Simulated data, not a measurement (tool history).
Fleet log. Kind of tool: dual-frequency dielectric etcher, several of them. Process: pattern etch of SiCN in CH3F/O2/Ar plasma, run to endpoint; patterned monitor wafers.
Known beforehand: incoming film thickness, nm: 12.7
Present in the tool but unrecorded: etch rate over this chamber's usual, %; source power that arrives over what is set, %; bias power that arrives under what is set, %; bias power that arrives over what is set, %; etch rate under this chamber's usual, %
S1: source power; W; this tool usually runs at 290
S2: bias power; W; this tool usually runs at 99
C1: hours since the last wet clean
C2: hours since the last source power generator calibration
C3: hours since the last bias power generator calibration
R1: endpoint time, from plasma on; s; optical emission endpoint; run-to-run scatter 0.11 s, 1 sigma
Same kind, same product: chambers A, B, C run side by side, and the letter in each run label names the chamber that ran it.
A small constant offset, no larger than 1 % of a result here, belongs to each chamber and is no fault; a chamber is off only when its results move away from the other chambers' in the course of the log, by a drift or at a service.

run   hour   S1  S2     C1      C2      C3      R1
 1A    8.8  290  99  231.2  1143.6  2461.1  34.072
 2B     14  290  99  128.9  2534.7   264.9  33.938
 3C   18.4  290  99   66.1   200.5  1327.4  34.178
 4C   24.3  290  99     72   206.4  1333.3   34.17
 5A     31  290  99  253.4  1165.8  2483.3  33.834
 6B   38.5  290  99  153.4  2559.2   289.4  33.918
 7A   46.6  290  99    269  1181.4  2498.9  33.882
 8B   51.1  290  99    166  2571.8     302  33.799
 9C   56.9  290  99  104.6     239  1365.9  34.302
10B   63.1  290  99    178  2583.8     314  33.696
11C   72.8  330  88  120.5   254.9  1381.8  34.044
12A   79.8  330  88  302.2  1214.6  2532.1  33.628
13A   86.1  330  88  308.5  1220.9  2538.4  33.594
14B   93.2  330  79  208.1  2613.9   344.1   35.12
15C   98.1  330  79  145.8   280.2  1407.1  35.404
16A  106.8  330  79  329.2  1241.6  2559.1   34.98
17B  116.5  290  99  231.4  2637.2   367.4  33.926
18C  122.4  290  99  170.1   304.5  1431.4  34.153
       124  -- chamber A: wet clean of the chamber
19B    127  290  99  241.9  2647.7   377.9  33.855
20A  135.5  350  82   11.5  1270.3  2587.8  32.623
21C  139.9  350  82  187.6     322  1448.9  34.252
22B  144.6  350  82  259.5  2665.3   395.5  33.743
23C  152.4  290  99  200.1   334.5  1461.4  34.096
24A  159.9  290  99   35.9  1294.7  2612.2  32.595
25A  168.8  290  99   44.8  1303.6  2621.1  32.583
26B  177.7  250  99  292.6  2698.4   428.6  35.768
27C    186  250  99  233.7   368.1    1495  36.317
28B  195.9  250  99  310.8  2716.6   446.8  35.689
29A  202.9  290  99   78.9  1337.7  2655.2  32.561
30C  208.6  290  99  256.3   390.7  1517.6  34.161
31B  218.2  290  99  333.1  2738.9   469.1  33.827
32C  224.9  290  99  272.6     407  1533.9  34.375
33A  230.1  290  99  106.1  1364.9  2682.4  32.558
34A    237  290  99    113  1371.8  2689.3  32.823
35B  244.2  290  99  359.1  2764.9   495.1  33.756
36C    250  290  99  297.7   432.1    1559  34.382
37A  259.1  250  99  135.1  1393.9  2711.4  34.345
38C  267.9  250  99  315.6     450  1576.9  36.093
39B  273.6  250  99  388.5  2794.3   524.5  35.454
40B  279.2  270  99  394.1  2799.9   530.1  34.856
41A    287  270  99    163  1421.8  2739.3   33.74
42C  293.4  270  99  341.1   475.5  1602.4  35.066

Next, all 3 chambers run the settings below, one line each with question marks for the results. What does each chamber give?
43A  300.4  290  99               ?
43B  300.4  290  99               ?
43C  300.4  290  99               ?

run      R1
43A  32.773
43B  33.839
43C  34.308
